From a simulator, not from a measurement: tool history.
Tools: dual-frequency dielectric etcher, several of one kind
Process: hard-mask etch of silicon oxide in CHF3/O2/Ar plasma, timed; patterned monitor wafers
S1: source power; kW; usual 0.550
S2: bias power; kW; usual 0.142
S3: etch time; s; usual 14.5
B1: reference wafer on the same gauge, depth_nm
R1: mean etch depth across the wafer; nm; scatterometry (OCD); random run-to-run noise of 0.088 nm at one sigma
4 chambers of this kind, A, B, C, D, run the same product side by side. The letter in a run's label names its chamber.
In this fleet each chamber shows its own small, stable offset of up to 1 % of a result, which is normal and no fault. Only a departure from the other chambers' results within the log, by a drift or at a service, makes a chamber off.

run 1C day=0.400 | S1=0.550 S2=0.142 S3=14.5 | B1=22.895 | R1=25.393
run 2D day=0.817 | S1=0.550 S2=0.142 S3=14.5 | B1=22.885 | R1=25.724
run 3B day=1.117 | S1=0.550 S2=0.142 S3=14.5 | B1=22.923 | R1=25.406
run 4A day=1.517 | S1=0.550 S2=0.142 S3=14.5 | B1=22.907 | R1=25.930
run 5B day=1.842 | S1=0.490 S2=0.142 S3=17.5 | B1=22.883 | R1=29.234
run 6A day=2.233 | S1=0.490 S2=0.142 S3=17.5 | B1=22.901 | R1=29.951
run 7D day=2.788 | S1=0.490 S2=0.142 S3=17.5 | B1=22.891 | R1=29.648
run 8C day=3.121 | S1=0.490 S2=0.142 S3=17.5 | B1=22.894 | R1=29.118
run 9A day=3.383 | S1=0.550 S2=0.142 S3=14.5 | B1=22.904 | R1=25.878
run 10D day=3.654 | S1=0.550 S2=0.142 S3=14.5 | B1=22.899 | R1=25.610
run 11B day=4.179 | S1=0.550 S2=0.142 S3=14.5 | B1=22.909 | R1=25.301
run 12C day=4.725 | S1=0.550 S2=0.142 S3=14.5 | B1=22.908 | R1=25.390
run 13A day=5.171 | S1=0.550 S2=0.142 S3=14.5 | B1=22.883 | R1=25.810
run 14D day=5.679 | S1=0.550 S2=0.142 S3=14.5 | B1=22.907 | R1=25.567
run 15B day=6.167 | S1=0.660 S2=0.142 S3=16.5 | B1=22.907 | R1=30.961
run 16C day=6.496 | S1=0.660 S2=0.142 S3=16.5 | B1=22.927 | R1=31.076
run 17D day=6.883 | S1=0.660 S2=0.142 S3=16.5 | B1=22.913 | R1=31.271
run 18B day=7.267 | S1=0.660 S2=0.142 S3=16.5 | B1=22.895 | R1=30.996
run 19A day=7.550 | S1=0.550 S2=0.142 S3=14.5 | B1=22.889 | R1=25.984
run 20C day=7.912 | S1=0.550 S2=0.142 S3=14.5 | B1=22.912 | R1=25.373
run 21C day=8.438 | S1=0.550 S2=0.142 S3=14.5 | B1=22.909 | R1=25.161
run 22D day=8.721 | S1=0.550 S2=0.142 S3=14.5 | B1=22.884 | R1=25.619
run 23A day=9.188 | S1=0.550 S2=0.142 S3=14.5 | B1=22.896 | R1=25.766
run 24B day=9.692 | S1=0.550 S2=0.142 S3=14.5 | B1=22.887 | R1=25.247
-- day=9.938 chamber B: wet clean of the chamber
-- day=10.042 chamber D: wet clean of the chamber
run 25D day=10.221 | S1=0.550 S2=0.142 S3=14.5 | B1=22.913 | R1=25.108
run 26B day=10.542 | S1=0.550 S2=0.142 S3=14.5 | B1=22.901 | R1=25.505
run 27C day=10.988 | S1=0.550 S2=0.142 S3=14.5 | B1=22.893 | R1=25.442
-- day=11.308 chamber A: wet clean of the chamber
run 28A day=11.504 | S1=0.640 S2=0.164 S3=14.5 | B1=22.882 | R1=28.803
-- day=11.604 chamber D: source power generator calibrated
run 29B day=11.979 | S1=0.640 S2=0.164 S3=14.5 | B1=22.913 | R1=28.308
run 30A day=12.500 | S1=0.640 S2=0.164 S3=14.5 | B1=22.885 | R1=28.571
run 31D day=12.854 | S1=0.640 S2=0.164 S3=14.5 | B1=22.903 | R1=27.727
run 32C day=13.229 | S1=0.550 S2=0.142 S3=14.5 | B1=22.898 | R1=25.485
run 33A day=13.492 | S1=0.420 S2=0.142 S3=11.0 | B1=22.886 | R1=17.673
run 34B day=13.804 | S1=0.420 S2=0.142 S3=11.0 | B1=22.894 | R1=17.414
run 35C day=14.062 | S1=0.420 S2=0.142 S3=11.0 | B1=22.917 | R1=17.332
run 36D day=14.596 | S1=0.420 S2=0.142 S3=11.0 | B1=22.907 | R1=17.150
run 37B day=14.888 | S1=0.550 S2=0.142 S3=14.5 | B1=22.887 | R1=25.267
run 38A day=15.279 | S1=0.550 S2=0.142 S3=14.5 | B1=22.890 | R1=25.908
run 39D day=15.750 | S1=0.550 S2=0.142 S3=14.5 | B1=22.906 | R1=25.199
run 40C day=16.071 | S1=0.550 S2=0.142 S3=14.5 | B1=22.884 | R1=25.471

Does one chamber stand apart from the rest, does the shared gauge drift, or is all well apart from small per-chamber offsets? Give the chamber and the most likely cause, where there is one.

A service left chamber D off against the others.
Likeliest cause: etch rate under this chamber's usual, % = 2.07.

Below are 4 candidate recipes for chamber D's next run, each the usual settings with a change, their results shown as question marks. Which of them brings D's results back in line with what the other chambers give on the usual settings?
Counts as in line when no further than this from what the other chambers average on the usual settings: R1 0.310 nm
run 41D-1 day=16.479 | S1=0.550 S2=0.143 S3=15.0 | R1=?
run 41D-2 day=16.479 | S1=0.580 S2=0.142 S3=14.5 | R1=?
run 41D-3 day=16.479 | S1=0.540 S2=0.142 S3=14.0 | R1=?
run 41D-4 day=16.479 | S1=0.520 S2=0.142 S3=14.5 | R1=?

Mean of the other chambers on the usual settings: R1 25.527 nm
run=41D-1 R1=26.021
run=41D-2 R1=25.623
run=41D-3 R1=24.058
run=41D-4 R1=24.552
The answer is 41D-2, which returns the chamber to within the allowed miss of the others.
